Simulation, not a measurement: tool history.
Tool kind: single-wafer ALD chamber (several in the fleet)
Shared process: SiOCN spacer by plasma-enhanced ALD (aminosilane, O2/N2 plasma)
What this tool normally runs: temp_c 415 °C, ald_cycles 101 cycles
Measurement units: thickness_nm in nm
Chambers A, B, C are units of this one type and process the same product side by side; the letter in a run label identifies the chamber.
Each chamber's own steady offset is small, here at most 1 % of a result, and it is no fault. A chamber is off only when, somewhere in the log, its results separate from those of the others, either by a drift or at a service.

run	hour	temp_c	ald_cycles	hours since the last thermocouple change	read-back reference wafer on the same gauge, thickness_nm	thickness_nm
1A	11.5	415	101	2227.3	5.6205	5.8357
2C	18.2	415	101	1155.6	5.6238	5.8695
3B	28.5	415	101	217.8	5.6260	5.8340
4C	38.9	415	101	1176.3	5.6266	5.8627
5B	48.5	415	101	237.8	5.6299	5.8288
6A	56.4	415	101	2272.2	5.6303	5.8468
7B	69.1	415	101	258.4	5.6321	5.8208
8C	79.9	415	101	1217.3	5.6348	5.8667
9A	87.3	415	101	2303.1	5.6357	5.8399
# hour 92.8: chamber A: thermocouple changed; heater temperature recalibrated
10C	97.9	403	101	1235.3	5.6371	6.0946
11A	106.2	403	101	13.4	5.6386	6.0874
12B	115.5	403	101	304.8	5.6389	6.0833
13C	122.9	402	101	1260.3	5.6412	6.1136
14A	131.9	402	101	39.1	5.6434	6.0946
15B	145.2	402	101	334.5	5.6441	6.1054
16A	157.8	415	101	65.0	5.6476	5.8659
17B	168.6	415	101	357.9	5.6459	5.8626
18C	177.6	415	101	1315.0	5.6495	5.8814
19C	188.3	415	101	1325.7	5.6554	5.8889
20A	194.6	415	101	101.8	5.6550	5.8761

Read the log: is a single chamber off, either drifting away or since a service, is the gauge that measures every chamber drifting, or is nothing wrong beyond small per-chamber offsets? Name any odd chamber and what most likely caused it.

No chamber is off; the gauge reading every chamber's wafers drifts, which makes the whole fleet appear to move together.
Likeliest cause: gauge reads high (%) = 0.632.

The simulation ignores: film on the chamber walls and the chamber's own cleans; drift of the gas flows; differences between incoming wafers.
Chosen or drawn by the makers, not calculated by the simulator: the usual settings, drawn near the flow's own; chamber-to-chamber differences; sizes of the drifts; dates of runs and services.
